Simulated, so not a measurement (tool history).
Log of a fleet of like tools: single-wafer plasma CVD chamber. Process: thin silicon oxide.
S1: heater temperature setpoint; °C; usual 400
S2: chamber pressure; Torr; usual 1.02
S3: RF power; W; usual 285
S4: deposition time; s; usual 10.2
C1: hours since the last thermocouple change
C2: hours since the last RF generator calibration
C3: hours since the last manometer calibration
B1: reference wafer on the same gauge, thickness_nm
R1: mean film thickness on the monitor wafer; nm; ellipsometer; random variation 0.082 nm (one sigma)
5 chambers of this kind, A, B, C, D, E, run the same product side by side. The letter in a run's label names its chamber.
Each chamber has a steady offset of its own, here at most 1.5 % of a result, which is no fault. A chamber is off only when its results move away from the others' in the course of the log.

| run | hour | S1 | S2 | S3 | S4 | C1 | C2 | C3 | B1 | R1 |
|---|---|---|---|---|---|---|---|---|---|---|
| 1B | 5 | 400 | 1.02 | 285 | 10.2 | 308.2 | 895.2 | 644.7 | 18.794 | 22.404 |
| 2E | 12.2 | 400 | 1.02 | 285 | 10.2 | 400.7 | 1346.7 | 533.3 | 18.801 | 22.544 |
| 3D | 21.8 | 400 | 1.02 | 285 | 10.2 | 377.8 | 151.9 | 1853.7 | 18.799 | 22.174 |
| 4A | 31.4 | 400 | 1.02 | 285 | 10.2 | 517.8 | 2113.2 | 2046.9 | 18.784 | 22.446 |
| 5C | 42.1 | 400 | 1.02 | 285 | 10.2 | 811.4 | 1258.9 | 408.5 | 18.8 | 22.524 |
| 6E | 51.1 | 400 | 1.02 | 285 | 10.2 | 439.6 | 1385.6 | 572.2 | 18.801 | 22.602 |
| 7A | 57.4 | 400 | 1.02 | 285 | 10.2 | 543.8 | 2139.2 | 2072.9 | 18.797 | 22.421 |
| 8D | 67 | 400 | 1.02 | 285 | 11 | 423 | 197.1 | 1898.9 | 18.8 | 23.92 |
| 9B | 74.6 | 400 | 1.02 | 285 | 11 | 377.8 | 964.8 | 714.3 | 18.792 | 24.071 |
| 10C | 81.5 | 400 | 1.02 | 285 | 11 | 850.8 | 1298.3 | 447.9 | 18.783 | 24.341 |
| 11B | 90.3 | 400 | 1.02 | 285 | 11 | 393.5 | 980.5 | 730 | 18.813 | 24.001 |
| 12A | 95.3 | 400 | 1.02 | 285 | 11 | 581.7 | 2177.1 | 2110.8 | 18.804 | 24.108 |
| 13D | 100 | 400 | 1.02 | 285 | 10.2 | 456 | 230.1 | 1931.9 | 18.812 | 22.028 |
| 14E | 104.8 | 400 | 1.02 | 285 | 10.2 | 493.3 | 1439.3 | 625.9 | 18.79 | 22.521 |
| 15C | 111 | 400 | 1.02 | 285 | 10.2 | 880.3 | 1327.8 | 477.4 | 18.796 | 22.689 |
|  | 117.1 | chamber A: capacitance manometer re-zeroed and calibrated |
| 16A | 117.7 | 400 | 1.02 | 285 | 10.2 | 604.1 | 2199.5 | 0.6 | 18.8 | 21.74 |
| 17E | 126.4 | 389 | 1.17 | 285 | 10.2 | 514.9 | 1460.9 | 647.5 | 18.778 | 24.83 |
| 18B | 133 | 389 | 1.17 | 285 | 10.2 | 436.2 | 1023.2 | 772.7 | 18.795 | 24.665 |
| 19C | 140.5 | 389 | 1.17 | 285 | 10.2 | 909.8 | 1357.3 | 506.9 | 18.806 | 24.789 |
| 20D | 147.1 | 389 | 1.17 | 285 | 10.2 | 503.1 | 277.2 | 1979 | 18.805 | 24.429 |
| 21D | 156.5 | 389 | 1.17 | 285 | 10.2 | 512.5 | 286.6 | 1988.4 | 18.826 | 24.408 |
| 22C | 164.1 | 400 | 1.02 | 285 | 10.2 | 933.4 | 1380.9 | 530.5 | 18.801 | 22.651 |
| 23A | 173.5 | 400 | 1.02 | 285 | 10.2 | 659.9 | 2255.3 | 56.4 | 18.798 | 21.87 |
| 24E | 179.2 | 400 | 1.02 | 285 | 10.2 | 567.7 | 1513.7 | 700.3 | 18.793 | 22.414 |
| 25B | 187.6 | 400 | 1.02 | 315 | 10.2 | 490.8 | 1077.8 | 827.3 | 18.799 | 23.219 |
| 26E | 196.1 | 400 | 1.02 | 315 | 10.2 | 584.6 | 1530.6 | 717.2 | 18.811 | 23.28 |
| 27A | 203.7 | 400 | 1.02 | 315 | 10.2 | 690.1 | 2285.5 | 86.6 | 18.796 | 22.669 |
|  | 205.2 | chamber A: RF generator calibrated |
| 28C | 209.3 | 400 | 1.02 | 315 | 10.2 | 978.6 | 1426.1 | 575.7 | 18.776 | 23.63 |
| 29D | 220.1 | 400 | 1.02 | 315 | 10.2 | 576.1 | 350.2 | 2052 | 18.798 | 23.087 |
|  | 226.7 | chamber C: RF generator calibrated |
| 30B | 229.6 | 400 | 1.02 | 285 | 10.2 | 532.8 | 1119.8 | 869.3 | 18.789 | 22.297 |
| 31C | 239.4 | 400 | 1.02 | 285 | 10.2 | 1008.7 | 12.8 | 605.8 | 18.815 | 22.652 |
| 32B | 247.9 | 400 | 1.02 | 285 | 10.2 | 551.1 | 1138.1 | 887.6 | 18.803 | 22.319 |
| 33E | 254.3 | 400 | 1.02 | 285 | 10.2 | 642.8 | 1588.8 | 775.4 | 18.808 | 22.35 |
| 34A | 264.4 | 400 | 1.02 | 285 | 10.2 | 750.8 | 59.3 | 147.3 | 18.804 | 21.81 |

Next, every chamber runs the same settings. What will each give?
| 35A | 272.3 | 400 | 1.02 | 285 | 10.2 |  |  |  |  | ? |
| 35B | 272.3 | 400 | 1.02 | 285 | 10.2 |  |  |  |  | ? |
| 35C | 272.3 | 400 | 1.02 | 285 | 10.2 |  |  |  |  | ? |
| 35D | 272.3 | 400 | 1.02 | 285 | 10.2 |  |  |  |  | ? |
| 35E | 272.3 | 400 | 1.02 | 285 | 10.2 |  |  |  |  | ? |

| run | R1 |
|---|---|
| 35A | 21.758 |
| 35B | 22.378 |
| 35C | 22.541 |
| 35D | 22.018 |
| 35E | 22.528 |
